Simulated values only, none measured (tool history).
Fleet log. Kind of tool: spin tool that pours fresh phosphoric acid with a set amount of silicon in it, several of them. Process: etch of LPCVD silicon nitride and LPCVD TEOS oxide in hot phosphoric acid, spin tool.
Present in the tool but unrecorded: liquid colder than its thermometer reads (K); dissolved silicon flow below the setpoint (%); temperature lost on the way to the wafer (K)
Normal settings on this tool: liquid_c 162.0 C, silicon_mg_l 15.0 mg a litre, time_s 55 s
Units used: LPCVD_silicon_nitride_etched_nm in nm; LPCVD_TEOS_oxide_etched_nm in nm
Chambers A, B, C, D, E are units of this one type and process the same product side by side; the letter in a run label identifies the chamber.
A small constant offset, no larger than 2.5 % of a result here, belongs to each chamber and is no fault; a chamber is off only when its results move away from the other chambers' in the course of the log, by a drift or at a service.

run	day	liquid_c	silicon_mg_l	time_s	hours since the thermometer was replaced	hours since the dissolved silicon flow meter was replaced	hours since the heated supply line was repaired	read-back film thickness of the LPCVD silicon nitride reference wafer, read on the same gauge (nm)	read-back film thickness of the LPCVD TEOS oxide reference wafer, read on the same gauge (nm)	LPCVD_silicon_nitride_etched_nm	LPCVD_TEOS_oxide_etched_nm
1B	0.267	162.0	15.0	55	544.0	669.6	4000.3	100.010	139.98	4.8628	0.220350
2A	0.525	162.0	15.0	55	712.5	136.6	374.2	99.985	140.01	4.8269	0.137180
3D	0.804	162.0	15.0	55	586.2	969.3	1481.8	100.050	140.00	4.8874	0.249350
4E	0.958	162.0	15.0	55	1492.6	804.0	1039.7	100.030	140.03	4.7964	0.158350
5C	1.188	162.0	15.0	55	368.7	534.2	377.5	100.000	140.02	4.8865	0.201500
6D	1.346	162.0	15.0	55	599.2	982.3	1494.8	99.981	139.99	4.8383	0.206230
7B	1.671	162.0	15.0	55	577.7	703.3	4034.0	100.010	140.02	4.8209	0.164710
8A	1.817	162.0	15.0	55	743.5	167.6	405.2	99.982	140.06	4.9111	0.214550
9C	1.992	162.0	15.0	55	388.0	553.5	396.8	99.972	139.94	4.9341	0.124720
10E	2.150	162.0	15.0	55	1521.2	832.6	1068.3	99.956	140.02	4.7544	0.184220
11C	2.388	162.0	15.0	55	397.5	563.0	406.3	100.010	139.99	4.8627	0.234760
12A	2.658	162.0	15.0	55	763.7	187.8	425.4	100.010	140.01	4.8732	0.143090
13D	2.892	162.0	15.0	55	636.3	1019.4	1531.9	99.990	140.00	4.7795	0.157150
# day 2.950: chamber B: thermometer replaced
14B	3.171	162.0	15.0	55	5.3	739.3	4070.0	99.977	140.00	4.8592	0.160980
15E	3.438	162.0	15.0	55	1552.1	863.5	1099.2	99.970	139.98	4.7757	0.207450
16D	3.671	162.0	15.0	55	655.0	1038.1	1550.6	99.988	139.97	4.8429	0.201290
17E	3.962	162.0	15.0	55	1564.7	876.1	1111.8	100.020	140.02	4.8364	0.149600
18C	4.196	162.0	15.0	55	440.9	606.4	449.7	100.010	139.96	4.8324	0.145470
19A	4.367	161.0	15.0	55	804.7	228.8	466.4	100.020	139.97	4.6715	0.207400
20B	4.550	161.0	15.0	55	38.4	772.4	4103.1	99.988	139.96	4.6406	0.198660
21D	4.846	161.0	15.0	55	683.2	1066.3	1578.8	99.983	139.98	4.7044	0.120710
22B	5.029	161.0	15.0	55	49.9	783.9	4114.6	99.980	139.96	4.6596	0.167700
23C	5.204	161.0	15.0	55	465.1	630.6	473.9	99.978	140.03	4.7176	0.180450
24A	5.446	163.5	23.0	55	830.6	254.7	492.3	100.030	140.01	5.1559	0.170400
25E	5.633	163.5	23.0	55	1604.8	916.2	1151.9	99.991	139.97	5.0066	0.113010
26C	5.933	163.5	23.0	55	482.6	648.1	491.4	99.946	140.05	5.1028	0.126350
27E	6.208	163.5	23.0	55	1618.6	930.0	1165.7	100.050	140.01	5.1245	0.159180
28A	6.496	163.5	23.0	55	855.8	279.9	517.5	99.974	140.00	5.0951	0.119550
29B	6.650	162.0	15.0	55	88.8	822.8	4153.5	99.940	140.02	4.9161	0.219720
30D	6.850	162.0	24.5	35	731.3	1114.4	1626.9	100.010	140.06	3.1136	0.083863
31D	7.121	162.0	24.5	35	737.8	1120.9	1633.4	99.973	139.96	3.0390	0.093005
# day 7.238: chamber B: heated supply line repaired
32A	7.425	162.0	24.5	35	878.1	302.2	539.8	99.946	140.04	3.1144	0.072274
33B	7.658	162.0	24.5	35	113.0	847.0	10.1	100.010	139.99	3.1008	0.112690
34C	7.817	162.0	24.5	35	527.8	693.3	536.6	99.972	140.00	3.0900	0.070149
35E	7.979	162.0	15.0	55	1661.1	972.5	1208.2	99.988	140.02	4.8431	0.184060
36D	8.138	162.0	15.0	55	762.2	1145.3	1657.8	99.935	139.99	4.9068	0.111690
37A	8.346	162.0	15.0	55	900.2	324.3	561.9	99.984	140.04	4.7991	0.174840
# day 8.583: chamber C: dissolved silicon flow meter replaced
38C	8.625	162.0	15.0	55	547.2	1.1	556.0	99.985	140.01	4.8624	0.205360

Read the log: is a single chamber off, either drifting away or since a service, is the gauge that measures every chamber drifting, or is nothing wrong beyond small per-chamber offsets? Name any odd chamber and what most likely caused it.

Beyond each chamber's small constant offset nothing stands out, and the gauge stays steady.
